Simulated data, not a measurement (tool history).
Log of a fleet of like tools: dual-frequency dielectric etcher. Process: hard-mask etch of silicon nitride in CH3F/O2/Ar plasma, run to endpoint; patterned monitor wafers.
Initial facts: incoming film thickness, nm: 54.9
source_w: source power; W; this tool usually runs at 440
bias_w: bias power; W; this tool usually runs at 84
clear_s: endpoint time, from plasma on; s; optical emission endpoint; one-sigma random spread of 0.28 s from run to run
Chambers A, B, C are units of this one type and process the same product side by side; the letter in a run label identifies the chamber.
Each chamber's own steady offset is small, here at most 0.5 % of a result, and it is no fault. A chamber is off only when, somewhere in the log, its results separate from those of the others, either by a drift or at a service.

run	hour	source_w	bias_w	hours since the last wet clean	hours since the last source power generator calibration	hours since the last bias power generator calibration	clear_s
1A	7.5	440	84	96.6	2701.6	1228.4	72.714
2B	13.1	440	84	76.1	510.6	2445.1	73.297
3C	20.5	440	84	134.9	771.4	1519.1	72.862
4A	26.8	440	84	115.9	2720.9	1247.7	72.086
5B	33.6	440	84	96.6	531.1	2465.6	72.515
6C	40.1	440	84	154.5	791.0	1538.7	72.271
7C	46.7	440	84	161.1	797.6	1545.3	72.561
8A	50.4	440	84	139.5	2744.5	1271.3	72.657
9B	54.1	480	99	117.1	551.6	2486.1	66.966
10C	61.7	480	99	176.1	812.6	1560.3	65.377
11B	68.3	480	99	131.3	565.8	2500.3	66.549
12A	73.8	360	95	162.9	2767.9	1294.7	74.716
13C	81.4	360	95	195.8	832.3	1580.0	73.112
14B	88.3	360	95	151.3	585.8	2520.3	75.265
15A	92.9	440	84	182.0	2787.0	1313.8	72.123
16B	99.2	440	84	162.2	596.7	2531.2	72.427
17A	103.8	440	84	192.9	2797.9	1324.7	72.396
18C	110.7	440	84	225.1	861.6	1609.3	69.326
19A	116.3	440	84	205.4	2810.4	1337.2	72.847
20C	120.4	440	84	234.8	871.3	1619.0	69.659

All chambers now run identical settings, listed one chamber a line with results as question marks. What results will each chamber show?
21A	125.9	440	84				?
21B	125.9	440	84				?
21C	125.9	440	84				?

run	clear_s
21A	72.351
21B	73.358
21C	69.293
